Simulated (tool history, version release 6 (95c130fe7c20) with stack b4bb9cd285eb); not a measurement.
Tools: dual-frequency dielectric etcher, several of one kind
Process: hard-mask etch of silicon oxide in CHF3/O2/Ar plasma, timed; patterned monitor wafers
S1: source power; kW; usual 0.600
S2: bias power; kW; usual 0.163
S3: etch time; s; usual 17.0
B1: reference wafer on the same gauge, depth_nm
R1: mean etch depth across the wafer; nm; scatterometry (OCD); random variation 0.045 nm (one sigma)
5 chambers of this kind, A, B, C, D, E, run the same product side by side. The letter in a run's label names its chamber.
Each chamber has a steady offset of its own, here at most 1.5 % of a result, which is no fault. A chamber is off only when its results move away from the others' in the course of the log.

{"run": "1A", "day": 0.542, "S1": 0.6, "S2": 0.163, "S3": 17.0, "B1": 33.592, "R1": 32.618}
{"run": "2B", "day": 0.883, "S1": 0.6, "S2": 0.163, "S3": 17.0, "B1": 33.598, "R1": 32.723}
{"run": "3C", "day": 1.221, "S1": 0.6, "S2": 0.163, "S3": 17.0, "B1": 33.569, "R1": 32.738}
{"run": "4D", "day": 1.767, "S1": 0.6, "S2": 0.163, "S3": 17.0, "B1": 33.585, "R1": 32.449}
{"run": "5E", "day": 2.071, "S1": 0.6, "S2": 0.163, "S3": 13.0, "B1": 33.575, "R1": 24.898}
{"day": 2.329, "done": "chamber E: source power generator calibrated"}
{"run": "6C", "day": 2.642, "S1": 0.6, "S2": 0.163, "S3": 13.0, "B1": 33.562, "R1": 25.017}
{"run": "7D", "day": 3.133, "S1": 0.6, "S2": 0.163, "S3": 13.0, "B1": 33.561, "R1": 24.767}
{"run": "8A", "day": 3.717, "S1": 0.6, "S2": 0.163, "S3": 13.0, "B1": 33.552, "R1": 24.901}
{"day": 3.992, "done": "chamber D: wet clean of the chamber"}
{"run": "9E", "day": 4.296, "S1": 0.6, "S2": 0.163, "S3": 13.0, "B1": 33.557, "R1": 24.923}
{"run": "10B", "day": 4.896, "S1": 0.6, "S2": 0.163, "S3": 17.0, "B1": 33.545, "R1": 32.791}
{"run": "11E", "day": 5.438, "S1": 0.6, "S2": 0.163, "S3": 17.0, "B1": 33.543, "R1": 32.546}
{"run": "12A", "day": 5.725, "S1": 0.6, "S2": 0.163, "S3": 17.0, "B1": 33.537, "R1": 32.589}
{"run": "13B", "day": 6.346, "S1": 0.6, "S2": 0.163, "S3": 17.0, "B1": 33.543, "R1": 32.797}
{"run": "14C", "day": 6.912, "S1": 0.6, "S2": 0.15, "S3": 17.0, "B1": 33.533, "R1": 31.736}
{"day": 7.133, "done": "chamber C: wet clean of the chamber"}
{"run": "15D", "day": 7.5, "S1": 0.6, "S2": 0.15, "S3": 17.0, "B1": 33.52, "R1": 31.511}
{"run": "16C", "day": 8.012, "S1": 0.6, "S2": 0.15, "S3": 17.0, "B1": 33.523, "R1": 31.794}
{"day": 8.421, "done": "chamber B: wet clean of the chamber"}
{"run": "17D", "day": 8.488, "S1": 0.6, "S2": 0.15, "S3": 17.0, "B1": 33.517, "R1": 31.549}
{"run": "18B", "day": 8.979, "S1": 0.6, "S2": 0.15, "S3": 17.0, "B1": 33.511, "R1": 31.951}
{"run": "19E", "day": 9.254, "S1": 0.6, "S2": 0.163, "S3": 17.0, "B1": 33.521, "R1": 32.513}
{"run": "20A", "day": 9.871, "S1": 0.5, "S2": 0.163, "S3": 13.0, "B1": 33.494, "R1": 23.203}
{"run": "21B", "day": 10.267, "S1": 0.5, "S2": 0.163, "S3": 13.0, "B1": 33.495, "R1": 23.308}
{"run": "22E", "day": 10.742, "S1": 0.5, "S2": 0.163, "S3": 13.0, "B1": 33.493, "R1": 23.199}
{"run": "23D", "day": 11.133, "S1": 0.5, "S2": 0.163, "S3": 13.0, "B1": 33.486, "R1": 23.084}
{"run": "24A", "day": 11.408, "S1": 0.5, "S2": 0.163, "S3": 13.0, "B1": 33.488, "R1": 23.23}
{"day": 11.525, "done": "chamber E: wet clean of the chamber"}
{"day": 11.688, "done": "chamber A: source power generator calibrated"}
{"run": "25C", "day": 11.771, "S1": 0.6, "S2": 0.163, "S3": 17.0, "B1": 33.49, "R1": 32.632}
{"run": "26A", "day": 12.292, "S1": 0.6, "S2": 0.163, "S3": 17.0, "B1": 33.481, "R1": 32.481}
{"run": "27D", "day": 12.754, "S1": 0.6, "S2": 0.163, "S3": 17.0, "B1": 33.466, "R1": 32.31}
{"run": "28C", "day": 13.317, "S1": 0.69, "S2": 0.163, "S3": 19.5, "B1": 33.477, "R1": 39.419}
{"run": "29E", "day": 13.771, "S1": 0.69, "S2": 0.163, "S3": 19.5, "B1": 33.467, "R1": 39.258}
{"run": "30B", "day": 14.312, "S1": 0.69, "S2": 0.163, "S3": 19.5, "B1": 33.449, "R1": 39.606}
{"run": "31A", "day": 14.867, "S1": 0.69, "S2": 0.163, "S3": 19.5, "B1": 33.46, "R1": 39.313}
{"day": 14.942, "done": "chamber A: wet clean of the chamber"}
{"run": "32E", "day": 15.375, "S1": 0.69, "S2": 0.163, "S3": 19.5, "B1": 33.445, "R1": 39.154}
{"run": "33C", "day": 15.688, "S1": 0.6, "S2": 0.163, "S3": 17.0, "B1": 33.452, "R1": 32.592}
{"run": "34D", "day": 16.2, "S1": 0.6, "S2": 0.163, "S3": 17.0, "B1": 33.437, "R1": 32.253}
{"run": "35B", "day": 16.646, "S1": 0.6, "S2": 0.163, "S3": 17.0, "B1": 33.424, "R1": 32.647}
{"run": "36C", "day": 16.958, "S1": 0.6, "S2": 0.163, "S3": 21.5, "B1": 33.425, "R1": 41.202}
{"run": "37A", "day": 17.317, "S1": 0.6, "S2": 0.163, "S3": 21.5, "B1": 33.432, "R1": 41.124}
{"run": "38E", "day": 17.592, "S1": 0.6, "S2": 0.163, "S3": 21.5, "B1": 33.414, "R1": 40.91}
{"run": "39B", "day": 18.092, "S1": 0.6, "S2": 0.163, "S3": 21.5, "B1": 33.421, "R1": 41.337}
{"run": "40D", "day": 18.504, "S1": 0.6, "S2": 0.163, "S3": 21.5, "B1": 33.419, "R1": 40.889}

Next, every chamber runs the same settings. What will each give?
{"run": "41A", "day": 18.95, "S1": 0.6, "S2": 0.163, "S3": 15.5, "R1": "?"}
{"run": "41B", "day": 18.95, "S1": 0.6, "S2": 0.163, "S3": 15.5, "R1": "?"}
{"run": "41C", "day": 18.95, "S1": 0.6, "S2": 0.163, "S3": 15.5, "R1": "?"}
{"run": "41D", "day": 18.95, "S1": 0.6, "S2": 0.163, "S3": 15.5, "R1": "?"}
{"run": "41E", "day": 18.95, "S1": 0.6, "S2": 0.163, "S3": 15.5, "R1": "?"}

run=41A R1=29.661
run=41B R1=29.726
run=41C R1=29.611
run=41D R1=29.377
run=41E R1=29.613
